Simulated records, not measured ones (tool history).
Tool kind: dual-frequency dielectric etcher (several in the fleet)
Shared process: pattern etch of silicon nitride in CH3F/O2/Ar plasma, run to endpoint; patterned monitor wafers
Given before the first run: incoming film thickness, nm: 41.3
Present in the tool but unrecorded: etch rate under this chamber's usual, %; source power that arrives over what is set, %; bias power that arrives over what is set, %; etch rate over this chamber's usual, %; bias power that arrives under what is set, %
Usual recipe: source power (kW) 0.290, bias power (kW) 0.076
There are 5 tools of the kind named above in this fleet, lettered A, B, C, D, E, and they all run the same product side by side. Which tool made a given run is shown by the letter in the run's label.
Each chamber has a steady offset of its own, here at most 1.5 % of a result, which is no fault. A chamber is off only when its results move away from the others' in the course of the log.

| run | day | source power (kW) | bias power (kW) | hours since the last wet clean | hours since the last source power generator calibration | hours since the last bias power generator calibration | endpoint time (s) |
|---|---|---|---|---|---|---|---|
|  | 0.096 | chamber A: wet clean of the chamber |
| 1B | 0.267 | 0.290 | 0.076 | 159.1 | 463.1 | 577.8 | 65.980 |
| 2C | 0.538 | 0.290 | 0.076 | 313.3 | 1351.9 | 1808.1 | 66.371 |
| 3D | 0.671 | 0.290 | 0.076 | 265.9 | 270.5 | 1426.5 | 66.575 |
| 4E | 0.842 | 0.290 | 0.076 | 498.9 | 2150.9 | 621.0 | 66.352 |
| 5A | 0.975 | 0.290 | 0.076 | 21.1 | 1625.6 | 4784.6 | 65.682 |
| 6B | 1.125 | 0.290 | 0.076 | 179.7 | 483.7 | 598.4 | 65.113 |
| 7A | 1.329 | 0.290 | 0.076 | 29.6 | 1634.1 | 4793.1 | 65.627 |
| 8D | 1.579 | 0.290 | 0.076 | 287.7 | 292.3 | 1448.3 | 66.667 |
| 9E | 1.700 | 0.290 | 0.069 | 519.5 | 2171.5 | 641.6 | 68.946 |
| 10C | 1.921 | 0.290 | 0.069 | 346.5 | 1385.1 | 1841.3 | 69.181 |
| 11D | 2.092 | 0.290 | 0.069 | 300.0 | 304.6 | 1460.6 | 70.333 |
| 12B | 2.238 | 0.290 | 0.069 | 206.4 | 510.4 | 625.1 | 68.346 |
| 13E | 2.471 | 0.290 | 0.069 | 538.0 | 2190.0 | 660.1 | 69.166 |
| 14A | 2.592 | 0.290 | 0.076 | 59.9 | 1664.4 | 4823.4 | 66.234 |
| 15C | 2.850 | 0.290 | 0.076 | 368.8 | 1407.4 | 1863.6 | 65.954 |
| 16D | 3.025 | 0.290 | 0.076 | 322.4 | 327.0 | 1483.0 | 67.347 |
| 17A | 3.229 | 0.290 | 0.076 | 75.2 | 1679.7 | 4838.7 | 65.727 |
|  | 3.400 | chamber E: wet clean of the chamber |
| 18B | 3.417 | 0.290 | 0.076 | 234.7 | 538.7 | 653.4 | 66.105 |
| 19E | 3.612 | 0.230 | 0.084 | 5.2 | 2217.4 | 687.5 | 65.645 |
| 20C | 3.804 | 0.230 | 0.084 | 391.7 | 1430.3 | 1886.5 | 69.339 |
| 21E | 4.050 | 0.230 | 0.084 | 15.7 | 2227.9 | 698.0 | 66.947 |
| 22D | 4.233 | 0.230 | 0.084 | 351.4 | 356.0 | 1512.0 | 70.706 |
| 23C | 4.354 | 0.230 | 0.084 | 404.9 | 1443.5 | 1899.7 | 68.645 |
| 24B | 4.483 | 0.290 | 0.076 | 260.3 | 564.3 | 679.0 | 65.273 |
| 25A | 4.667 | 0.290 | 0.076 | 109.7 | 1714.2 | 4873.2 | 65.443 |
| 26C | 4.946 | 0.290 | 0.076 | 419.1 | 1457.7 | 1913.9 | 67.449 |
| 27E | 5.075 | 0.290 | 0.076 | 40.3 | 2252.5 | 722.6 | 63.694 |
| 28B | 5.233 | 0.290 | 0.070 | 278.3 | 582.3 | 697.0 | 67.235 |
| 29A | 5.442 | 0.290 | 0.070 | 128.3 | 1732.8 | 4891.8 | 67.696 |
| 30D | 5.633 | 0.290 | 0.070 | 385.0 | 389.6 | 1545.6 | 70.013 |
|  | 5.738 | chamber A: source power generator calibrated |
| 31C | 5.842 | 0.290 | 0.070 | 440.6 | 1479.2 | 1935.4 | 67.624 |
| 32D | 5.996 | 0.290 | 0.070 | 393.7 | 398.3 | 1554.3 | 69.097 |
| 33A | 6.200 | 0.290 | 0.076 | 146.5 | 11.2 | 4910.0 | 66.401 |
| 34B | 6.338 | 0.290 | 0.094 | 304.8 | 608.8 | 723.5 | 60.419 |
| 35E | 6.608 | 0.290 | 0.094 | 77.1 | 2289.3 | 759.4 | 58.450 |
| 36B | 6.838 | 0.290 | 0.094 | 316.8 | 620.8 | 735.5 | 61.006 |
| 37D | 6.971 | 0.290 | 0.094 | 417.1 | 421.7 | 1577.7 | 62.453 |
| 38C | 7.229 | 0.290 | 0.094 | 473.9 | 1512.5 | 1968.7 | 61.775 |
| 39E | 7.467 | 0.290 | 0.076 | 97.7 | 2309.9 | 780.0 | 63.952 |

What goes on in this fleet: one chamber off, a drifting gauge, or nothing beyond the chambers' own small offsets? Name the chamber and the cause, if any.

A service left chamber E off against the others.
Most likely cause: etch rate over this chamber's usual, % = 4.35.

Below are 4 candidate recipes for chamber E's next run, each the usual settings with a change, their results shown as question marks. Which of them brings E's results back in line with what the other chambers give on the usual settings?
In line means no further than this from the other chambers' mean on the usual settings: endpoint time (s) 1.700
| 40E-1 | 7.662 | 0.330 | 0.086 |  |  |  | ? |
| 40E-2 | 7.662 | 0.290 | 0.057 |  |  |  | ? |
| 40E-3 | 7.662 | 0.260 | 0.076 |  |  |  | ? |
| 40E-4 | 7.662 | 0.310 | 0.081 |  |  |  | ? |

Average result of the remaining chambers running the usual settings: endpoint time (s) 66.343
| run | endpoint time (s) |
|---|---|
| 40E-1 | 58.011 |
| 40E-2 | 70.121 |
| 40E-3 | 66.265 |
| 40E-4 | 60.659 |
The right change is 40E-3: it brings the chamber back within the allowed miss of the others.
